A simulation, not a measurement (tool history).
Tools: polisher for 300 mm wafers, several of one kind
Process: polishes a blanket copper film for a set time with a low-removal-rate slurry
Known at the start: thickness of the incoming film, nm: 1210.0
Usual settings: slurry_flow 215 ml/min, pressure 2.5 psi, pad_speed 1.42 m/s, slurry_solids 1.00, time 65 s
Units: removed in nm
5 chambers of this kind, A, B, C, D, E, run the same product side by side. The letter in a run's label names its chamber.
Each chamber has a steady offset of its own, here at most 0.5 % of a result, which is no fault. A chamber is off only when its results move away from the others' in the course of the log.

{"run": "1D", "hour": 4.3, "slurry_flow": 215, "pressure": 2.5, "pad_speed": 1.42, "slurry_solids": 1.0, "time": 65, "removed": 203.62}
{"hour": 5.0, "done": "chamber B: worn pad replaced by a new one"}
{"run": "2C", "hour": 10.2, "slurry_flow": 215, "pressure": 2.5, "pad_speed": 1.42, "slurry_solids": 1.0, "time": 65, "removed": 201.96}
{"hour": 12.1, "done": "chamber A: worn pad replaced by a new one"}
{"run": "3E", "hour": 14.3, "slurry_flow": 215, "pressure": 2.5, "pad_speed": 1.42, "slurry_solids": 1.0, "time": 65, "removed": 204.68}
{"run": "4A", "hour": 17.3, "slurry_flow": 215, "pressure": 2.5, "pad_speed": 1.42, "slurry_solids": 1.0, "time": 65, "removed": 205.78}
{"run": "5B", "hour": 22.1, "slurry_flow": 215, "pressure": 2.5, "pad_speed": 1.26, "slurry_solids": 1.0, "time": 58, "removed": 159.62}
{"run": "6D", "hour": 26.8, "slurry_flow": 215, "pressure": 2.5, "pad_speed": 1.26, "slurry_solids": 1.0, "time": 58, "removed": 159.51}
{"run": "7B", "hour": 30.1, "slurry_flow": 215, "pressure": 2.5, "pad_speed": 1.26, "slurry_solids": 1.0, "time": 58, "removed": 158.86}
{"hour": 30.7, "done": "chamber B: slurry blender recalibrated"}
{"run": "8C", "hour": 35.2, "slurry_flow": 215, "pressure": 2.5, "pad_speed": 1.26, "slurry_solids": 1.0, "time": 58, "removed": 159.93}
{"hour": 37.5, "done": "chamber D: worn pad replaced by a new one"}
{"run": "9E", "hour": 40.4, "slurry_flow": 215, "pressure": 2.5, "pad_speed": 1.26, "slurry_solids": 1.0, "time": 58, "removed": 160.21}
{"run": "10A", "hour": 45.5, "slurry_flow": 215, "pressure": 2.5, "pad_speed": 1.42, "slurry_solids": 1.0, "time": 65, "removed": 202.65}
{"run": "11A", "hour": 48.5, "slurry_flow": 215, "pressure": 2.5, "pad_speed": 1.42, "slurry_solids": 1.0, "time": 83, "removed": 256.8}
{"run": "12C", "hour": 54.1, "slurry_flow": 215, "pressure": 2.5, "pad_speed": 1.42, "slurry_solids": 1.0, "time": 83, "removed": 256.97}
{"hour": 54.2, "done": "chamber A: slurry blender recalibrated"}
{"run": "13B", "hour": 57.1, "slurry_flow": 215, "pressure": 2.5, "pad_speed": 1.42, "slurry_solids": 1.0, "time": 83, "removed": 252.84}
{"run": "14E", "hour": 61.1, "slurry_flow": 215, "pressure": 2.5, "pad_speed": 1.42, "slurry_solids": 1.0, "time": 83, "removed": 257.46}
{"run": "15D", "hour": 66.4, "slurry_flow": 215, "pressure": 2.5, "pad_speed": 1.42, "slurry_solids": 1.0, "time": 83, "removed": 258.04}
{"run": "16A", "hour": 70.2, "slurry_flow": 215, "pressure": 2.5, "pad_speed": 1.42, "slurry_solids": 1.0, "time": 65, "removed": 200.33}
{"run": "17B", "hour": 76.1, "slurry_flow": 215, "pressure": 2.5, "pad_speed": 1.42, "slurry_solids": 1.0, "time": 65, "removed": 197.83}
{"run": "18C", "hour": 81.9, "slurry_flow": 215, "pressure": 2.5, "pad_speed": 1.42, "slurry_solids": 1.0, "time": 65, "removed": 199.39}
{"run": "19E", "hour": 85.9, "slurry_flow": 215, "pressure": 2.5, "pad_speed": 1.42, "slurry_solids": 1.0, "time": 65, "removed": 202.0}
{"run": "20D", "hour": 92.1, "slurry_flow": 215, "pressure": 2.5, "pad_speed": 1.42, "slurry_solids": 1.0, "time": 65, "removed": 200.06}
{"hour": 93.1, "done": "chamber C: worn pad replaced by a new one"}
{"hour": 96.1, "done": "chamber E: slurry blender recalibrated"}
{"run": "21E", "hour": 97.4, "slurry_flow": 215, "pressure": 2.5, "pad_speed": 1.42, "slurry_solids": 1.0, "time": 65, "removed": 200.47}
{"run": "22D", "hour": 100.9, "slurry_flow": 215, "pressure": 2.5, "pad_speed": 1.42, "slurry_solids": 0.85, "time": 65, "removed": 195.26}
{"run": "23C", "hour": 106.7, "slurry_flow": 215, "pressure": 2.5, "pad_speed": 1.42, "slurry_solids": 0.85, "time": 65, "removed": 195.21}
{"hour": 108.6, "done": "chamber E: worn pad replaced by a new one"}
{"run": "24A", "hour": 110.0, "slurry_flow": 215, "pressure": 2.5, "pad_speed": 1.42, "slurry_solids": 0.85, "time": 65, "removed": 194.32}
{"run": "25B", "hour": 113.6, "slurry_flow": 215, "pressure": 2.5, "pad_speed": 1.42, "slurry_solids": 0.85, "time": 65, "removed": 187.99}
{"run": "26D", "hour": 117.1, "slurry_flow": 215, "pressure": 2.5, "pad_speed": 1.42, "slurry_solids": 0.85, "time": 65, "removed": 197.77}
{"hour": 118.8, "done": "chamber C: slurry nozzle cleaned"}
{"run": "27E", "hour": 122.1, "slurry_flow": 215, "pressure": 2.5, "pad_speed": 1.42, "slurry_solids": 1.0, "time": 65, "removed": 199.65}
{"run": "28C", "hour": 125.5, "slurry_flow": 215, "pressure": 2.5, "pad_speed": 1.42, "slurry_solids": 1.0, "time": 65, "removed": 203.55}
{"run": "29A", "hour": 130.2, "slurry_flow": 215, "pressure": 2.5, "pad_speed": 1.42, "slurry_solids": 1.0, "time": 65, "removed": 204.18}
{"run": "30B", "hour": 133.7, "slurry_flow": 215, "pressure": 2.5, "pad_speed": 1.42, "slurry_solids": 1.0, "time": 65, "removed": 194.2}
{"run": "31D", "hour": 137.6, "slurry_flow": 215, "pressure": 2.5, "pad_speed": 1.42, "slurry_solids": 1.15, "time": 65, "removed": 206.61}
{"run": "32E", "hour": 142.3, "slurry_flow": 215, "pressure": 2.5, "pad_speed": 1.42, "slurry_solids": 1.15, "time": 65, "removed": 209.54}

What goes on in this fleet: one chamber off, a drifting gauge, or nothing beyond the chambers' own small offsets? Name the chamber and the cause, if any.

Chamber B drifts away from the others.
Cause: head's pressure below its setpoint, % = 3.8.
The log may not tell that from: removal rate lost through wear of the pad, %; slurry flow missing at the pad, %.

Here are 4 candidates for chamber B's next run, each the usual settings with a change, their results left as question marks. Which one brings its results back in line with what the others give on the usual settings?
In line means no further than this from the other chambers' mean on the usual settings: removed 4.40 nm
{"run": "33B-1", "hour": 146.9, "slurry_flow": 215, "pressure": 2.4, "pad_speed": 1.42, "slurry_solids": 1.0, "time": 65, "removed": "?"}
{"run": "33B-2", "hour": 146.9, "slurry_flow": 215, "pressure": 2.5, "pad_speed": 1.42, "slurry_solids": 1.0, "time": 68, "removed": "?"}
{"run": "33B-3", "hour": 146.9, "slurry_flow": 215, "pressure": 2.5, "pad_speed": 1.3, "slurry_solids": 1.0, "time": 65, "removed": "?"}
{"run": "33B-4", "hour": 146.9, "slurry_flow": 215, "pressure": 2.6, "pad_speed": 1.46, "slurry_solids": 1.0, "time": 66, "removed": "?"}

The other chambers' mean on the usual settings: removed 202.54 nm
run=33B-1 removed=186.18
run=33B-2 removed=202.93
run=33B-3 removed=177.67
run=33B-4 removed=210.63
33B-2 brings the chamber back in line.

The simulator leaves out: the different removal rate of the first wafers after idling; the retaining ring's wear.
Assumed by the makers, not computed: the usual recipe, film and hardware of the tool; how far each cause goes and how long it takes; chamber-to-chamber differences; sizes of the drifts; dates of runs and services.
